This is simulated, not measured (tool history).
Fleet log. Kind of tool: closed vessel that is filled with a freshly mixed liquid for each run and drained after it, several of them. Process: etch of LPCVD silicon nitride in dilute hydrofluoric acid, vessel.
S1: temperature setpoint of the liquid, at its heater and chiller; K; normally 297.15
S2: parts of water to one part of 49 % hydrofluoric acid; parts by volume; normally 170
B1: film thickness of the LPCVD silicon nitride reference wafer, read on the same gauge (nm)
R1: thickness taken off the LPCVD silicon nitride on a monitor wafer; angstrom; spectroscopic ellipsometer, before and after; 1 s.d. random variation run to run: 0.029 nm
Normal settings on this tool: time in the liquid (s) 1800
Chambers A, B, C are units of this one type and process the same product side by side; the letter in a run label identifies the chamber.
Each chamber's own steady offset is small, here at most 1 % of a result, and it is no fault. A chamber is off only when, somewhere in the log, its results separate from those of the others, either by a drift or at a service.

Run 1B, hour 11.9: usual settings; B1 40.001. Result: R1 50.560 angstrom.
Run 2A, hour 19.4: usual settings; B1 39.987. Result: R1 50.882 angstrom.
Run 3C, hour 30.3: usual settings; B1 40.033. Result: R1 49.863 angstrom.
Run 4B, hour 41.3: usual settings; B1 40.053. Result: R1 50.192 angstrom.
Run 5A, hour 53.5: usual settings but S1 294.65 K, S2 140 parts by volume; B1 40.016. Result: R1 52.830 angstrom.
Run 6C, hour 60.8: usual settings but S1 294.65 K, S2 140 parts by volume; B1 40.033. Result: R1 51.268 angstrom.
Run 7A, hour 72.8: usual settings but S1 294.65 K, S2 140 parts by volume; B1 40.000. Result: R1 52.696 angstrom.
Run 8C, hour 83.5: usual settings; B1 40.008. Result: R1 49.812 angstrom.
Run 9B, hour 95.2: usual settings; B1 40.007. Result: R1 50.600 angstrom.
Run 10B, hour 101.0: usual settings; B1 39.992. Result: R1 50.560 angstrom.
Run 11C, hour 109.3: usual settings; B1 40.004. Result: R1 49.980 angstrom.
Run 12A, hour 116.3: usual settings; B1 39.991. Result: R1 51.580 angstrom.
Run 13C, hour 121.8: usual settings; B1 40.021. Result: R1 49.940 angstrom.
Run 14B, hour 131.4: usual settings; B1 39.956. Result: R1 50.256 angstrom.
Run 15A, hour 141.1: usual settings; B1 39.945. Result: R1 51.436 angstrom.
Run 16C, hour 146.8: usual settings; B1 40.018. Result: R1 50.321 angstrom.
Run 17B, hour 158.2: usual settings; B1 40.024. Result: R1 50.596 angstrom.
Run 18A, hour 170.1: usual settings; B1 39.993. Result: R1 51.496 angstrom.
Run 19B, hour 180.0: usual settings; B1 40.022. Result: R1 50.124 angstrom.
Run 20C, hour 191.4: usual settings; B1 40.003. Result: R1 49.629 angstrom.
Run 21A, hour 201.5: usual settings; B1 40.054. Result: R1 52.094 angstrom.
Run 22A, hour 208.0: usual settings but S1 295.65 K, S2 145 parts by volume; B1 40.028. Result: R1 54.970 angstrom.
Run 23C, hour 218.7: usual settings but S1 295.65 K, S2 145 parts by volume; B1 40.025. Result: R1 52.690 angstrom.
Run 24B, hour 224.5: usual settings but S1 295.65 K, S2 145 parts by volume; B1 40.020. Result: R1 53.418 angstrom.
Run 25B, hour 236.4: usual settings; B1 40.008. Result: R1 49.979 angstrom.
Run 26A, hour 243.7: usual settings; B1 40.019. Result: R1 52.550 angstrom.
Run 27C, hour 254.4: usual settings; B1 39.975. Result: R1 50.139 angstrom.
Run 28B, hour 260.5: usual settings; B1 40.030. Result: R1 50.261 angstrom.
Run 29A, hour 270.4: usual settings but S1 300.15 K; B1 39.959. Result: R1 63.015 angstrom.
Run 30C, hour 278.1: usual settings but S1 300.15 K; B1 40.038. Result: R1 60.178 angstrom.
Run 31C, hour 288.7: usual settings but S1 300.15 K; B1 40.009. Result: R1 60.578 angstrom.
Run 32A, hour 296.2: usual settings; B1 39.985. Result: R1 52.172 angstrom.
Run 33B, hour 304.7: usual settings; B1 39.941. Result: R1 50.481 angstrom.
Run 34C, hour 316.1: usual settings but S2 215 parts by volume; B1 40.022. Result: R1 39.767 angstrom.

Read the log: is a single chamber off, either drifting away or since a service, is the gauge that measures every chamber drifting, or is nothing wrong beyond small per-chamber offsets? Name any odd chamber and what most likely caused it.

Little by little, chamber A moves away from the other chambers.
Most likely cause: liquid hotter than its thermometer reads (K) = 0.503.
The log may not separate it from: hydrofluoric acid flow above the setpoint (%).

Which of the 4 candidates below, each the usual settings with something changed and its results left as question marks, puts chamber A back in line with what the other chambers give on the usual settings?
In line means no further than this from the other chambers' mean on the usual settings: R1 0.990 angstrom
Run 35A-1, hour 324.8: usual settings but time in the liquid (s) 1955. Result: R1 ?.
Run 35A-2, hour 324.8: usual settings but S2 165 parts by volume, time in the liquid (s) 1845. Result: R1 ?.
Run 35A-3, hour 324.8: usual settings but S2 175 parts by volume, time in the liquid (s) 1710. Result: R1 ?.
Run 35A-4, hour 324.8: usual settings but S2 175 parts by volume, time in the liquid (s) 1760. Result: R1 ?.

What the other chambers average on the usual settings: R1 50.166 angstrom
  run      R1
35A-1  57.157
35A-2  55.586
35A-3  48.558
35A-4  49.978
The right change is 35A-4: it brings the chamber back within the allowed miss of the others.
